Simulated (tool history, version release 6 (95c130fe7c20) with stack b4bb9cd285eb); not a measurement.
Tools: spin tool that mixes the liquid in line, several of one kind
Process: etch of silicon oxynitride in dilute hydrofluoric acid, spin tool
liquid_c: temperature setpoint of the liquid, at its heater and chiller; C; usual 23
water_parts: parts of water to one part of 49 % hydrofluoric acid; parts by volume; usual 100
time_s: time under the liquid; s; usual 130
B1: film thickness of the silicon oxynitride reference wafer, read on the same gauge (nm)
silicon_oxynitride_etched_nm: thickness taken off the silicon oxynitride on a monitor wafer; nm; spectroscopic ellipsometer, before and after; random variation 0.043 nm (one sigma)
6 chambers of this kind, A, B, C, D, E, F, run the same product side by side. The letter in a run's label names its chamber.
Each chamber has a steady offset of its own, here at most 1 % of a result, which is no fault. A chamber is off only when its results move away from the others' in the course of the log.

Run 1C, day 0.421: usual settings; B1 130.02. Result: silicon_oxynitride_etched_nm 5.9718 nm.
Run 2D, day 0.679: usual settings; B1 130.01. Result: silicon_oxynitride_etched_nm 5.8978 nm.
Run 3A, day 1.1: usual settings; B1 130. Result: silicon_oxynitride_etched_nm 5.9128 nm.
Run 4B, day 1.408: usual settings; B1 130. Result: silicon_oxynitride_etched_nm 5.9082 nm.
Run 5F, day 1.671: usual settings; B1 130.01. Result: silicon_oxynitride_etched_nm 5.9664 nm.
Run 6E, day 1.896: usual settings; B1 130. Result: silicon_oxynitride_etched_nm 5.9568 nm.
Run 7C, day 2.3: usual settings; B1 130. Result: silicon_oxynitride_etched_nm 6.0231 nm.
Run 8A, day 2.533: usual settings but liquid_c 21 C; B1 129.98. Result: silicon_oxynitride_etched_nm 5.2812 nm.
Run 9E, day 2.892: usual settings but liquid_c 21 C; B1 130.04. Result: silicon_oxynitride_etched_nm 5.4028 nm.
Run 10F, day 3.358: usual settings but liquid_c 21 C; B1 129.97. Result: silicon_oxynitride_etched_nm 5.4161 nm.
Run 11B, day 3.817: usual settings but liquid_c 21 C; B1 129.98. Result: silicon_oxynitride_etched_nm 5.3885 nm.
At day 3.933: chamber C: thermometer replaced.
At day 4.146: chamber E: thermometer replaced.
Run 12D, day 4.204: usual settings but liquid_c 21 C; B1 130.01. Result: silicon_oxynitride_etched_nm 5.3799 nm.
Run 13D, day 4.429: usual settings but liquid_c 21 C; B1 130.01. Result: silicon_oxynitride_etched_nm 5.3946 nm.
Run 14A, day 4.754: usual settings; B1 130.01. Result: silicon_oxynitride_etched_nm 5.9271 nm.
Run 15B, day 5.158: usual settings; B1 130. Result: silicon_oxynitride_etched_nm 5.8675 nm.
Run 16F, day 5.546: usual settings but water_parts 75 parts by volume; B1 129.97. Result: silicon_oxynitride_etched_nm 8.0351 nm.
Run 17C, day 5.838: usual settings but water_parts 75 parts by volume; B1 129.99. Result: silicon_oxynitride_etched_nm 7.9721 nm.
At day 6.188: chamber A: thermometer replaced.
Run 18E, day 6.238: usual settings but water_parts 75 parts by volume; B1 130.03. Result: silicon_oxynitride_etched_nm 8.0889 nm.
Run 19D, day 6.617: usual settings but water_parts 75 parts by volume; B1 129.98. Result: silicon_oxynitride_etched_nm 7.9753 nm.
Run 20C, day 6.888: usual settings but water_parts 75 parts by volume; B1 130. Result: silicon_oxynitride_etched_nm 8.0818 nm.
Run 21A, day 7.279: usual settings but water_parts 75 parts by volume; B1 129.96. Result: silicon_oxynitride_etched_nm 8.1454 nm.
Run 22E, day 7.729: usual settings; B1 129.99. Result: silicon_oxynitride_etched_nm 5.9867 nm.
Run 23B, day 8.058: usual settings; B1 130.01. Result: silicon_oxynitride_etched_nm 5.6467 nm.
Run 24F, day 8.4: usual settings but time_s 155 s; B1 130.01. Result: silicon_oxynitride_etched_nm 7.0129 nm.
Run 25E, day 8.867: usual settings but time_s 155 s; B1 130.03. Result: silicon_oxynitride_etched_nm 7.0582 nm.
Run 26D, day 9.171: usual settings but time_s 155 s; B1 130.01. Result: silicon_oxynitride_etched_nm 6.9628 nm.
Run 27A, day 9.608: usual settings but time_s 155 s; B1 129.98. Result: silicon_oxynitride_etched_nm 6.9498 nm.
Run 28C, day 9.858: usual settings but time_s 155 s; B1 130.01. Result: silicon_oxynitride_etched_nm 7.1376 nm.
Run 29F, day 10.15: usual settings but time_s 155 s; B1 130. Result: silicon_oxynitride_etched_nm 7.1625 nm.
Run 30B, day 10.612: usual settings; B1 129.98. Result: silicon_oxynitride_etched_nm 5.6832 nm.
Run 31A, day 10.883: usual settings; B1 129.97. Result: silicon_oxynitride_etched_nm 5.9687 nm.
Run 32F, day 11.171: usual settings; B1 130. Result: silicon_oxynitride_etched_nm 5.9266 nm.
Run 33E, day 11.508: usual settings; B1 130.01. Result: silicon_oxynitride_etched_nm 6.0388 nm.
Run 34B, day 11.967: usual settings; B1 130.01. Result: silicon_oxynitride_etched_nm 5.538 nm.
Run 35D, day 12.346: usual settings; B1 130. Result: silicon_oxynitride_etched_nm 5.876 nm.
Run 36C, day 12.8: usual settings but liquid_c 25.5 C, water_parts 145 parts by volume; B1 130.02. Result: silicon_oxynitride_etched_nm 4.48 nm.
Run 37A, day 13.246: usual settings but liquid_c 25.5 C, water_parts 145 parts by volume; B1 130.01. Result: silicon_oxynitride_etched_nm 4.3859 nm.
Run 38D, day 13.554: usual settings but liquid_c 25.5 C, water_parts 145 parts by volume; B1 129.99. Result: silicon_oxynitride_etched_nm 4.4369 nm.
Run 39C, day 13.854: usual settings but liquid_c 25.5 C, water_parts 145 parts by volume; B1 130.03. Result: silicon_oxynitride_etched_nm 4.4431 nm.
Run 40B, day 14.321: usual settings but liquid_c 25.5 C, water_parts 145 parts by volume; B1 129.99. Result: silicon_oxynitride_etched_nm 4.125 nm.
Run 41F, day 14.633: usual settings but liquid_c 25.5 C, water_parts 145 parts by volume; B1 130.01. Result: silicon_oxynitride_etched_nm 4.4509 nm.
Run 42E, day 14.996: usual settings; B1 129.98. Result: silicon_oxynitride_etched_nm 5.9781 nm.

What goes on in this fleet: one chamber off, a drifting gauge, or nothing beyond the chambers' own small offsets? Name the chamber and the cause, if any.

Chamber B drifts away from the others.
Cause: liquid colder than its thermometer reads (K) = 1.63.
The log may not tell that from: hydrofluoric acid flow below the setpoint (%).

Here are 4 candidates for chamber B's next run, each the usual settings with a change, their results left as question marks. Which one brings its results back in line with what the others give on the usual settings?
In line means no further than this from the other chambers' mean on the usual settings: silicon_oxynitride_etched_nm 0.15 nm
Run 43B-1, day 15.346: usual settings but water_parts 95 parts by volume, time_s 135 s. Result: silicon_oxynitride_etched_nm ?.
Run 43B-2, day 15.346: usual settings but liquid_c 22.5 C, water_parts 105 parts by volume, time_s 120 s. Result: silicon_oxynitride_etched_nm ?.
Run 43B-3, day 15.346: usual settings but liquid_c 23.5 C, water_parts 95 parts by volume, time_s 140 s. Result: silicon_oxynitride_etched_nm ?.
Run 43B-4, day 15.346: usual settings but water_parts 105 parts by volume, time_s 125 s. Result: silicon_oxynitride_etched_nm ?.

The other chambers' mean on the usual settings: silicon_oxynitride_etched_nm 5.9386 nm
  run  silicon_oxynitride_etched_nm
43B-1                        5.9599
43B-2                        4.6361
43B-3                         6.332
43B-4                        4.9497
43B-1 brings the chamber back in line.
